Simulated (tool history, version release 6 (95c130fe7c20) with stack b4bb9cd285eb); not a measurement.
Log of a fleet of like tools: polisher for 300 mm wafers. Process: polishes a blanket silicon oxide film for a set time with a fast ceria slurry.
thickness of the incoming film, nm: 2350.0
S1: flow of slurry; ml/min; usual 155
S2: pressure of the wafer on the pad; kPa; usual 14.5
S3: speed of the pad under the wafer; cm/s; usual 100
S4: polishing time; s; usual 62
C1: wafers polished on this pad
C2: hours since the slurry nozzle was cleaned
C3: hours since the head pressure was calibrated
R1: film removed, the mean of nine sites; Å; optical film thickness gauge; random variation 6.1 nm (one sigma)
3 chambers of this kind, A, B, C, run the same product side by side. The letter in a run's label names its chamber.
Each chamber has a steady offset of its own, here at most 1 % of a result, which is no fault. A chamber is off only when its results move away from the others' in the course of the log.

run,day,S1,S2,S3,S4,C1,C2,C3,R1
1B,0.208,155,14.5,100,62,760,446.9,126.1,6885.3
2A,0.458,155,14.5,100,62,186,201.1,774.7,6838.0
3C,0.775,155,14.5,100,62,1130,257.3,702.0,6735.1
4A,1.004,155,14.5,100,62,307,214.2,787.8,6845.3
# day 1.050: chamber C: worn pad replaced by a new one
5B,1.254,155,14.5,100,62,991,472.0,151.2,6915.2
6C,1.583,155,14.5,100,62,118,276.7,721.4,6845.2
7A,1.921,155,14.5,100,62,510,236.2,809.8,6894.7
8C,2.217,155,14.5,100,62,258,291.9,736.6,6836.4
9B,2.462,155,14.5,100,62,1259,501.0,180.2,6833.2
10C,2.800,155,14.5,100,62,388,305.9,750.6,6727.0
# day 2.817: chamber B: worn pad replaced by a new one
11A,3.075,175,14.5,112,62,766,263.9,837.5,7891.4
12B,3.250,175,14.5,112,62,96,519.9,199.1,7918.4
# day 3.300: chamber A: worn pad replaced by a new one
13A,3.412,175,14.5,112,62,25,272.0,845.6,7809.9
14B,3.633,155,14.5,100,62,181,529.1,208.3,6855.3
15C,3.812,155,14.5,100,62,612,330.2,774.9,6849.9
16C,4.138,155,14.5,100,62,684,338.0,782.7,6771.2
17B,4.329,155,14.5,100,62,335,545.8,225.0,6835.1
18A,4.600,155,14.5,100,62,288,300.5,874.1,6790.8
19B,4.792,155,14.5,100,62,437,556.9,236.1,6978.6
20A,4.975,155,14.5,100,62,371,309.5,883.1,6899.5
21C,5.279,155,14.5,100,62,937,365.4,810.1,6894.7
22B,5.571,155,14.5,70,47,610,575.6,254.8,3607.8
23C,5.821,155,14.5,70,47,1057,378.4,823.1,3620.3
# day 5.862: chamber C: worn pad replaced by a new one
24A,6.008,155,14.5,70,47,600,334.3,907.9,3540.7
25A,6.258,155,14.5,100,62,655,340.3,913.9,6746.5
26B,6.542,155,14.5,86,55,825,598.9,278.1,5227.0
# day 6.571: chamber A: worn pad replaced by a new one
27C,6.704,155,14.5,86,55,187,399.6,844.3,5153.9
28C,7.054,155,14.5,86,55,264,408.0,852.7,5182.8
29B,7.342,155,14.5,100,62,1002,618.1,297.3,6785.1
30A,7.646,155,14.5,100,62,238,373.6,947.2,6691.2
31A,7.808,155,12.4,100,69,274,377.5,951.1,6235.6
32B,8.042,155,12.4,100,69,1157,634.9,314.1,6552.7
33C,8.317,155,12.4,100,69,544,438.3,883.0,6544.2
34C,8.571,155,14.5,100,62,600,444.4,889.1,6818.9
35A,8.804,155,12.4,100,80,495,401.4,975.0,7040.3
36B,9.071,155,12.4,100,80,1385,659.6,338.8,7461.8
37A,9.392,155,12.4,100,80,625,415.5,989.1,7146.2
38B,9.592,155,14.5,100,62,1501,672.1,351.3,6848.0
# day 9.779: chamber B: head pressure recalibrated
39C,9.921,155,14.5,88,53,899,476.8,921.5,5135.5
# day 10.192: chamber A: worn pad replaced by a new one
40A,10.204,155,14.5,88,53,2,435.0,1008.6,4789.3
# day 10.229: chamber B: worn pad replaced by a new one
41B,10.417,155,14.5,88,53,42,691.9,15.3,5205.9
42C,10.604,155,14.5,100,62,1051,493.2,937.9,6796.3
43B,10.917,155,14.5,100,62,153,703.9,27.3,6815.7
# day 11.158: chamber C: worn pad replaced by a new one
44C,11.233,155,14.5,100,53,17,508.3,953.0,5816.0

What goes on in this fleet: one chamber off, a drifting gauge, or nothing beyond the chambers' own small offsets? Name the chamber and the cause, if any.

Chamber A drifts away from the others.
Cause: slurry flow missing at the pad, % = 40.
The log may not tell that from: head's pressure below its setpoint, %.

Here are 4 candidates for chamber A's next run, each the usual settings with a change, their results left as question marks. Which one brings its results back in line with what the others give on the usual settings?
In line means no further than this from the other chambers' mean on the usual settings: R1 210.0 Å
45A-1,11.488,150,13.8,92,58,,,,?
45A-2,11.488,155,15.2,104,64,,,,?
45A-3,11.488,155,13.8,100,59,,,,?
45A-4,11.488,155,15.9,100,70,,,,?

The other chambers' mean on the usual settings: R1 6835.4 Å
run,R1
45A-1,4936.6
45A-2,6858.3
45A-3,5515.5
45A-4,7540.9
45A-2 brings the chamber back in line.
